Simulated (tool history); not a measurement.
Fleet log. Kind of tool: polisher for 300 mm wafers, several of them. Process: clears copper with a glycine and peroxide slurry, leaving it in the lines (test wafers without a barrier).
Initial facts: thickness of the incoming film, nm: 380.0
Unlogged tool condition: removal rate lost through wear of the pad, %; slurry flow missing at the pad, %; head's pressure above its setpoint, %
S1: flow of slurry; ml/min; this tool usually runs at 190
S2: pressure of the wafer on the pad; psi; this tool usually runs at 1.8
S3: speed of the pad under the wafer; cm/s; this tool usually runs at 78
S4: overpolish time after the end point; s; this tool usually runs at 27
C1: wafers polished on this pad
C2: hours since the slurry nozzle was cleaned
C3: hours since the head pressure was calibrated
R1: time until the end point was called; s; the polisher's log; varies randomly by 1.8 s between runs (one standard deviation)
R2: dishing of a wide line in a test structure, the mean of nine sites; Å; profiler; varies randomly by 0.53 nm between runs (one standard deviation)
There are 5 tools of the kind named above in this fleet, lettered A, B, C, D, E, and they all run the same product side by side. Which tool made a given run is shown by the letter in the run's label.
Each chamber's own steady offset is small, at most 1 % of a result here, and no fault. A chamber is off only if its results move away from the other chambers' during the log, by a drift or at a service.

run    day   S1   S2  S3  S4    C1     C2      C3       R1      R2
 1D  0.192  190  1.8  78  27  1146  658.6  1045.2  108.110  447.90
 2A  0.421  190  1.8  78  27   276  805.7   305.8  110.020  454.16
     0.496  -- chamber A: head pressure recalibrated
 3C  0.575  190  1.8  78  27   750   98.8   386.2  104.550  448.25
 4E  0.821  190  1.8  78  27   338   37.8   453.1  108.930  452.83
 5B  1.050  190  1.8  78  27   431  660.8   549.4  108.160  448.44
     1.092  -- chamber A: slurry nozzle cleaned
 6C  1.279  190  1.8  78  27   854  115.7   403.1  104.230  454.33
 7E  1.525  190  1.8  78  27   442   54.7   470.0  108.630  454.12
     1.583  -- chamber D: worn pad replaced by a new one
 8B  1.808  190  1.8  78  27   543  679.0   567.6  110.960  449.58
     1.858  -- chamber B: worn pad replaced by a new one
 9D  1.954  190  1.8  78  27    55  700.9  1087.5  107.970  445.18
10A  2.121  190  1.8  78  27   527   24.7    39.1  108.020  452.87
11A  2.396  240  2.3  78  27   568   31.3    45.7   86.350  493.87
12E  2.608  240  2.3  78  27   602   80.7   496.0   89.625  503.23
13D  2.871  240  2.3  78  27   190  722.9  1109.5   86.259  484.17
     3.079  -- chamber E: worn pad replaced by a new one
14B  3.104  240  2.3  78  27   184  710.1   598.7   89.510  492.74
     3.412  -- chamber B: slurry nozzle cleaned
15C  3.425  240  2.3  78  27  1171  167.2   454.6   89.629  494.01
16B  3.733  190  1.8  78  27   277    7.8   613.8  108.620  451.72
17D  3.925  190  1.8  78  27   346  748.2  1134.8  108.080  450.67
18C  4.175  190  1.8  78  27  1282  185.2   472.6  109.560  452.80
     4.421  -- chamber D: slurry nozzle cleaned
19A  4.467  190  1.8  78  27   874   81.0    95.4  106.790  454.24
20E  4.629  210  1.6  78  27   229  129.2   544.5  112.890  436.85
21C  4.842  210  1.6  78  27  1381  201.2   488.6  116.550  432.62
22D  5.021  210  1.6  78  27   508   14.4  1161.1  114.040  439.32
23E  5.233  210  1.6  78  27   318  143.7   559.0  116.580  440.85
     5.504  -- chamber B: worn pad replaced by a new one
24A  5.529  210  1.6  78  27  1031  106.5   120.9  114.230  427.27
25B  5.850  190  1.8  78  27    51   58.6   664.6  109.310  457.47
26D  6.033  190  1.8  78  27   658   38.7  1185.4  108.070  448.03
27B  6.192  190  1.8  78  27   101   66.8   672.8  105.570  445.32
28C  6.408  190  1.8  78  27  1612  238.8   526.2  112.760  444.12
29A  6.604  190  1.8  78  27  1190  132.3   146.7  108.570  443.84
30E  6.854  190  1.8  78  27   558  182.6   597.9  110.920  446.26
     7.108  -- chamber A: worn pad replaced by a new one
31D  7.154  190  1.8  78  27   823   65.6  1212.3  108.960  451.01
     7.217  -- chamber E: worn pad replaced by a new one
32B  7.375  190  1.8  78  27   276   95.2   701.2  109.410  448.60
33A  7.550  190  2.3  78  27    65  155.0   169.4   88.212  481.94
34C  7.788  190  2.3  78  27  1816  271.9   559.3   95.256  478.17
35E  8.000  190  2.3  78  27   116  210.1   625.4   90.276  481.73
36C  8.317  190  2.3  78  27  1894  284.6   572.0   95.354  465.55
37D  8.504  190  2.3  78  27  1023   98.0  1244.7   89.069  479.46
38A  8.708  190  1.8  78  27   237  182.8   197.2  104.230  453.70
39B  8.888  190  1.8  78  27   500  131.5   737.5  108.600  443.96
40E  9.058  190  1.8  78  27   272  235.5   650.8  109.360  455.77
41D  9.333  190  1.8  78  27  1145  117.9  1264.6  107.280  450.26

One chamber off, gauge drift, or nothing amiss beyond the chambers' own small offsets? If it is a chamber, which one, and what is the likeliest cause?

It is chamber C that slowly wanders off from its peers.
Most likely cause: removal rate lost through wear of the pad, % = 8.35.
From this log alone, it may not be told apart from: slurry flow missing at the pad, %; head's pressure below its setpoint, %.

Below are 4 candidate recipes for chamber C's next run, each the usual settings with a change, their results shown as question marks. Which of them brings C's results back in line with what the other chambers give on the usual settings?
In line means no further than this from the other chambers' mean on the usual settings: R1 6.200 s; R2 19.00 Å
42C-1  9.567  185  1.6  68  26               ?   ?
42C-2  9.567  190  1.7  74  27               ?   ?
42C-3  9.567  195  2.0  88  28               ?   ?
42C-4  9.567  190  1.9  82  27               ?   ?

On the usual settings, the other chambers give on average: R1 108.140 s; R2 450.16 Å
  run       R1      R2
42C-1  139.750  386.01
42C-2  126.410  415.03
42C-3   99.014  467.64
42C-4  108.720  443.36
42C-4 is the one that brings the chamber's results back in line with the other chambers.

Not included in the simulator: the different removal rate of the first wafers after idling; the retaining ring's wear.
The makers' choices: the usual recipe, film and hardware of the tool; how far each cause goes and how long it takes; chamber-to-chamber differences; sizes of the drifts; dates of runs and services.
